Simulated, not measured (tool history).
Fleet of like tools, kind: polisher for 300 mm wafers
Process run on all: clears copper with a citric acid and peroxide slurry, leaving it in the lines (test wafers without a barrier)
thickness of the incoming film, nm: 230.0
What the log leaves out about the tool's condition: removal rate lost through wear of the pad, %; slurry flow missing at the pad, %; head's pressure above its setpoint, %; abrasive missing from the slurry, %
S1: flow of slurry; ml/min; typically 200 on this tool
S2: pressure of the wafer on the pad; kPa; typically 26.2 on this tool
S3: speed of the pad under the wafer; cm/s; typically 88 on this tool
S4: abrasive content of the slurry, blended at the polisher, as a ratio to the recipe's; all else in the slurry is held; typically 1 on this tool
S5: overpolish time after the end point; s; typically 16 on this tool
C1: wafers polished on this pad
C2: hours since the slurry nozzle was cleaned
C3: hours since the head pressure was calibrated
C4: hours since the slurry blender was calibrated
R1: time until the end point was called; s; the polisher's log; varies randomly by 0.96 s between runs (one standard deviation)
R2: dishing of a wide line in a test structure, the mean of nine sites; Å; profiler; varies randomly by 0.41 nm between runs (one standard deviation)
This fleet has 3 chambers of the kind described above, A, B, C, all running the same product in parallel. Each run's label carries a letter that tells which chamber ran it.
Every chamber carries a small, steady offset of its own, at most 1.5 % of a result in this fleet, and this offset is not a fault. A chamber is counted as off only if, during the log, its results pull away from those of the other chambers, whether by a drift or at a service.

-- hour=2.3 chamber C: worn pad replaced by a new one
-- hour=5.2 chamber B: worn pad replaced by a new one
run 1C hour=6 | S1=200 S2=26.2 S3=88 S4=1 S5=16 | C1=38 C2=720.3 C3=277.6 C4=141.1 | R1=112.2 R2=233.19
run 2B hour=11.2 | S1=200 S2=26.2 S3=88 S4=1 S5=16 | C1=62 C2=116.6 C3=658.2 C4=247.8 | R1=112.67 R2=236.8
run 3A hour=20.7 | S1=200 S2=26.2 S3=88 S4=1 S5=16 | C1=950 C2=199 C3=581.8 C4=89.7 | R1=111.28 R2=236.14
run 4C hour=26 | S1=200 S2=26.2 S3=88 S4=1 S5=16 | C1=243 C2=740.3 C3=297.6 C4=161.1 | R1=112.68 R2=235.71
run 5A hour=35.2 | S1=200 S2=26.2 S3=88 S4=1 S5=16 | C1=1099 C2=213.5 C3=596.3 C4=104.2 | R1=112.36 R2=239.03
run 6B hour=42.2 | S1=200 S2=26.2 S3=88 S4=1 S5=20 | C1=380 C2=147.6 C3=689.2 C4=278.8 | R1=110.66 R2=288.96
-- hour=42.3 chamber A: worn pad replaced by a new one
run 7A hour=49.1 | S1=200 S2=26.2 S3=88 S4=1 S5=20 | C1=70 C2=227.4 C3=610.2 C4=118.1 | R1=112.11 R2=308.55
run 8B hour=55.5 | S1=200 S2=26.2 S3=88 S4=1 S5=20 | C1=517 C2=160.9 C3=702.5 C4=292.1 | R1=112.19 R2=286.04
run 9C hour=66.1 | S1=200 S2=26.2 S3=88 S4=1 S5=16 | C1=655 C2=780.4 C3=337.7 C4=201.2 | R1=111.88 R2=244.33
-- hour=67.4 chamber C: worn pad replaced by a new one
-- hour=71.7 chamber B: worn pad replaced by a new one
run 10C hour=75.4 | S1=200 S2=26.2 S3=88 S4=1 S5=16 | C1=82 C2=789.7 C3=347 C4=210.5 | R1=112.62 R2=237.56
run 11A hour=83.4 | S1=230 S2=26.2 S3=88 S4=1.1 S5=16 | C1=422 C2=261.7 C3=644.5 C4=152.4 | R1=107.39 R2=247.72
run 12B hour=91.6 | S1=230 S2=26.2 S3=88 S4=1.1 S5=16 | C1=205 C2=197 C3=738.6 C4=328.2 | R1=106.94 R2=247.78
-- hour=100.4 chamber B: head pressure recalibrated
run 13B hour=102.3 | S1=230 S2=26.2 S3=88 S4=1.1 S5=16 | C1=314 C2=207.7 C3=1.9 C4=338.9 | R1=108.56 R2=245.85
run 14A hour=107.7 | S1=200 S2=26.2 S3=88 S4=1 S5=16 | C1=672 C2=286 C3=668.8 C4=176.7 | R1=110.35 R2=243.26
run 15C hour=113.4 | S1=240 S2=26.2 S3=88 S4=1 S5=16 | C1=472 C2=827.7 C3=385 C4=248.5 | R1=111.07 R2=244.71
run 16A hour=119.8 | S1=240 S2=26.2 S3=88 S4=1 S5=16 | C1=796 C2=298.1 C3=680.9 C4=188.8 | R1=107.72 R2=244.69
run 17C hour=128.1 | S1=240 S2=26.2 S3=88 S4=1 S5=16 | C1=623 C2=842.4 C3=399.7 C4=263.2 | R1=110.22 R2=234.65
run 18B hour=135.1 | S1=200 S2=26.2 S3=88 S4=1 S5=16 | C1=651 C2=240.5 C3=34.7 C4=371.7 | R1=112.13 R2=232.13
-- hour=139.3 chamber C: slurry nozzle cleaned
-- hour=142.4 chamber C: worn pad replaced by a new one
-- hour=145.3 chamber A: slurry blender recalibrated
run 19B hour=145.8 | S1=200 S2=26.2 S3=88 S4=1 S5=16 | C1=761 C2=251.2 C3=45.4 C4=382.4 | R1=111.16 R2=233.84
run 20C hour=156.4 | S1=200 S2=26.2 S3=88 S4=1 S5=16 | C1=144 C2=17.1 C3=428 C4=291.5 | R1=111.75 R2=241.43
-- hour=156.8 chamber B: worn pad replaced by a new one
run 21A hour=162.1 | S1=200 S2=26.2 S3=88 S4=1 S5=16 | C1=1230 C2=340.4 C3=723.2 C4=16.8 | R1=108.26 R2=245.08
run 22C hour=169 | S1=200 S2=26.2 S3=88 S4=1 S5=16 | C1=274 C2=29.7 C3=440.6 C4=304.1 | R1=113.15 R2=246.3
-- hour=174.3 chamber A: worn pad replaced by a new one
run 23A hour=179.7 | S1=200 S2=26.2 S3=88 S4=1 S5=16 | C1=55 C2=358 C3=740.8 C4=34.4 | R1=108.37 R2=252.31
run 24B hour=185.1 | S1=200 S2=26.2 S3=88 S4=1.1 S5=24 | C1=290 C2=290.5 C3=84.7 C4=421.7 | R1=110.75 R2=344.58
run 25C hour=192.2 | S1=200 S2=26.2 S3=88 S4=1.1 S5=24 | C1=512 C2=52.9 C3=463.8 C4=327.3 | R1=109.9 R2=356.9
run 26A hour=199.1 | S1=200 S2=26.2 S3=88 S4=1.1 S5=24 | C1=254 C2=377.4 C3=760.2 C4=53.8 | R1=104.05 R2=363.11
run 27B hour=204.1 | S1=240 S2=26.2 S3=74 S4=1 S5=16 | C1=485 C2=309.5 C3=103.7 C4=440.7 | R1=129.41 R2=199.38
-- hour=208.3 chamber C: worn pad replaced by a new one
run 28C hour=210.4 | S1=240 S2=26.2 S3=74 S4=1 S5=16 | C1=22 C2=71.1 C3=482 C4=345.5 | R1=130.57 R2=202.31
-- hour=220.6 chamber B: slurry blender recalibrated
run 29A hour=220.8 | S1=240 S2=26.2 S3=74 S4=1 S5=16 | C1=477 C2=399.1 C3=781.9 C4=75.5 | R1=121.97 R2=221.98
run 30B hour=228.6 | S1=180 S2=26.2 S3=88 S4=1 S5=16 | C1=737 C2=334 C3=128.2 C4=8 | R1=114.33 R2=233.39
-- hour=229 chamber B: worn pad replaced by a new one
run 31B hour=237.5 | S1=180 S2=26.2 S3=88 S4=1 S5=16 | C1=87 C2=342.9 C3=137.1 C4=16.9 | R1=114.78 R2=231.19
run 32C hour=242.4 | S1=180 S2=26.2 S3=88 S4=1 S5=16 | C1=350 C2=103.1 C3=514 C4=377.5 | R1=114.88 R2=232.31
run 33A hour=249.9 | S1=200 S2=26.2 S3=88 S4=1 S5=16 | C1=776 C2=428.2 C3=811 C4=104.6 | R1=105.73 R2=250.33
run 34A hour=260.1 | S1=200 S2=26.2 S3=88 S4=1 S5=16 | C1=881 C2=438.4 C3=821.2 C4=114.8 | R1=105.99 R2=246.17
run 35C hour=270 | S1=200 S2=26.2 S3=88 S4=1 S5=16 | C1=634 C2=130.7 C3=541.6 C4=405.1 | R1=114.68 R2=240.14
-- hour=279.5 chamber A: worn pad replaced by a new one
run 36B hour=280.1 | S1=200 S2=26.2 S3=88 S4=1 S5=16 | C1=525 C2=385.5 C3=179.7 C4=59.5 | R1=110.41 R2=232.01
-- hour=284.1 chamber C: worn pad replaced by a new one
run 37A hour=285.4 | S1=200 S2=26.2 S3=88 S4=1 S5=16 | C1=60 C2=463.7 C3=846.5 C4=140.1 | R1=105.71 R2=252.57
run 38B hour=291.9 | S1=200 S2=26.2 S3=88 S4=1 S5=16 | C1=646 C2=397.3 C3=191.5 C4=71.3 | R1=111.42 R2=235.17
run 39C hour=298.4 | S1=200 S2=26.2 S3=88 S4=1 S5=16 | C1=146 C2=159.1 C3=570 C4=433.5 | R1=111.5 R2=243.43
run 40B hour=308 | S1=200 S2=26.2 S3=88 S4=1 S5=16 | C1=812 C2=413.4 C3=207.6 C4=87.4 | R1=112.95 R2=233.96
run 41A hour=317.6 | S1=200 S2=26.2 S3=88 S4=1 S5=16 | C1=391 C2=495.9 C3=878.7 C4=172.3 | R1=105.9 R2=247.63
-- hour=325.4 chamber C: slurry blender recalibrated
run 42C hour=327.8 | S1=155 S2=26.2 S3=60 S4=1 S5=16 | C1=448 C2=188.5 C3=599.4 C4=2.4 | R1=170.91 R2=167.7
run 43C hour=333.9 | S1=155 S2=26.2 S3=60 S4=1 S5=16 | C1=511 C2=194.6 C3=605.5 C4=8.5 | R1=168.6 R2=169.04

Is one chamber off against the others, does the gauge drift, or is nothing wrong? If a chamber is off, say which, and what the likeliest cause is.

Little by little, chamber A moves away from the other chambers.
What lies behind it: head's pressure above its setpoint, % = 7.7.

Here are 4 candidates for chamber A's next run, each the usual settings with a change, their results left as question marks. Which one brings its results back in line with what the others give on the usual settings?
Allowed miss from the other chambers' usual-settings mean, per result, to count as in line: R1 3.4 s; R2 14 Å
run 44A-1 hour=341.7 | S1=200 S2=25.5 S3=84 S4=1 S5=16 | R1=? R2=?
run 44A-2 hour=341.7 | S1=200 S2=26.9 S3=92 S4=1 S5=16 | R1=? R2=?
run 44A-3 hour=341.7 | S1=200 S2=26.2 S3=90 S4=1 S5=16 | R1=? R2=?
run 44A-4 hour=341.7 | S1=200 S2=26.2 S3=86 S4=1 S5=16 | R1=? R2=?

What the other chambers average on the usual settings: R1 112.08 s; R2 238.06 Å
run=44A-1 R1=111.11 R2=241.09
run=44A-2 R1=96.503 R2=273.93
run=44A-3 R1=101.15 R2=262.5
run=44A-4 R1=105.78 R2=252.16
44A-1 puts the chamber back in line with the other chambers.
